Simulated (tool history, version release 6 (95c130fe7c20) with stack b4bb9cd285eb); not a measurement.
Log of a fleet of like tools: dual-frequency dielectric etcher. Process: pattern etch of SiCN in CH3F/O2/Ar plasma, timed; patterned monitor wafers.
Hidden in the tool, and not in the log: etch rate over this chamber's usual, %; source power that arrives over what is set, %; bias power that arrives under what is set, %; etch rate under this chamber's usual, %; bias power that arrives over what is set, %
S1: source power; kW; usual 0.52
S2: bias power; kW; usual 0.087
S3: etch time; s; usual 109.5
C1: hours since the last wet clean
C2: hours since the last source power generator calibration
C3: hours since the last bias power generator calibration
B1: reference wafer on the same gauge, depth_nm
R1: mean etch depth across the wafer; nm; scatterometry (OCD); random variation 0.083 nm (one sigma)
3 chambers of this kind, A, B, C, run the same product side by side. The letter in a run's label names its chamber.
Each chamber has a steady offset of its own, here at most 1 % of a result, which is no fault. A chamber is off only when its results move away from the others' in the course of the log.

run	hour	S1	S2	S3	C1	C2	C3	B1	R1
1C	8.2	0.52	0.087	109.5	419.4	766.2	1526.7	47.59	48.55
2B	18.3	0.52	0.087	109.5	337.2	440.4	2683.9	47.616	48.293
# hour 24: chamber C: wet clean of the chamber
3A	32.6	0.52	0.087	109.5	165.3	1809.8	3566.5	47.607	48.784
4B	42.4	0.52	0.087	109.5	361.3	464.5	2708	47.627	48.332
5C	57.1	0.52	0.087	109.5	33.1	815.1	1575.6	47.65	48.511
6A	64.5	0.52	0.087	109.5	197.2	1841.7	3598.4	47.63	48.734
7B	73.5	0.52	0.087	109.5	392.4	495.6	2739.1	47.654	48.313
8A	88.1	0.52	0.087	109.5	220.8	1865.3	3622	47.665	48.659
# hour 93.2: chamber B: wet clean of the chamber
9C	103.3	0.6	0.087	109.5	79.3	861.3	1621.8	47.662	51.211
10B	116.3	0.6	0.087	109.5	23.1	538.4	2781.9	47.672	51.105
11C	131.3	0.6	0.087	109.5	107.3	889.3	1649.8	47.688	51.219
12A	142.9	0.52	0.087	109.5	275.6	1920.1	3676.8	47.694	48.964
13C	154.9	0.52	0.071	77.5	130.9	912.9	1673.4	47.699	32.189
14A	166.2	0.52	0.071	77.5	298.9	1943.4	3700.1	47.7	32.187
15B	178.1	0.52	0.071	77.5	84.9	600.2	2843.7	47.717	31.955
16A	190	0.52	0.087	109.5	322.7	1967.2	3723.9	47.732	48.799
17B	205.4	0.52	0.087	109.5	112.2	627.5	2871	47.71	48.415
18C	214.2	0.52	0.087	109.5	190.2	972.2	1732.7	47.737	48.694
19C	228.7	0.52	0.087	109.5	204.7	986.7	1747.2	47.762	48.523
20B	242.1	0.52	0.087	109.5	148.9	664.2	2907.7	47.755	48.487
# hour 243.7: chamber A: wet clean of the chamber
21A	255.9	0.52	0.087	109.5	12.3	2033.1	3789.8	47.747	48.846
22A	268	0.4	0.103	109.5	24.4	2045.2	3801.9	47.76	47.315
23B	276.3	0.4	0.103	109.5	183.1	698.4	2941.9	47.786	47.265
24C	283.6	0.4	0.103	109.5	259.6	1041.6	1802.1	47.785	46.953
25A	290.6	0.52	0.087	109.5	47	2067.8	3824.5	47.794	48.832
26C	305.1	0.52	0.087	109.5	281.1	1063.1	1823.6	47.794	48.691
27B	319.8	0.52	0.087	109.5	226.6	741.9	2985.4	47.833	48.597
28C	332.8	0.52	0.087	109.5	308.8	1090.8	1851.3	47.801	48.904
29A	341.1	0.52	0.087	109.5	97.5	2118.3	3875	47.833	49.214
30B	352.2	0.52	0.087	109.5	259	774.3	3017.8	47.823	48.568
31A	360.3	0.52	0.087	109.5	116.7	2137.5	3894.2	47.834	49.184
32C	375.4	0.52	0.087	109.5	351.4	1133.4	1893.9	47.845	48.73
33B	386.4	0.52	0.087	109.5	293.2	808.5	3052	47.854	48.497
# hour 391.7: chamber A: source power generator calibrated
34B	393.7	0.52	0.087	109.5	300.5	815.8	3059.3	47.859	48.722
35C	404	0.52	0.087	109.5	380	1162	1922.5	47.894	48.899
36A	416.9	0.52	0.087	109.5	173.3	25.2	3950.8	47.863	49.14
37C	429.8	0.52	0.087	109.5	405.8	1187.8	1948.3	47.892	48.925
38B	442.3	0.52	0.087	109.5	349.1	864.4	3107.9	47.878	48.593
39A	453.8	0.52	0.087	109.5	210.2	62.1	3987.7	47.907	49.142
40A	465.3	0.52	0.072	97	221.7	73.6	3999.2	47.899	40.632
41B	478.2	0.52	0.072	97	385	900.3	3143.8	47.931	40.254
42C	487.4	0.52	0.072	97	463.4	1245.4	2005.9	47.933	40.458

What goes on in this fleet: one chamber off, a drifting gauge, or nothing beyond the chambers' own small offsets? Name the chamber and the cause, if any.

The gauge drifts, so all chambers seem to drift together. No chamber is off.
Cause: gauge reads high (%) = 0.696.
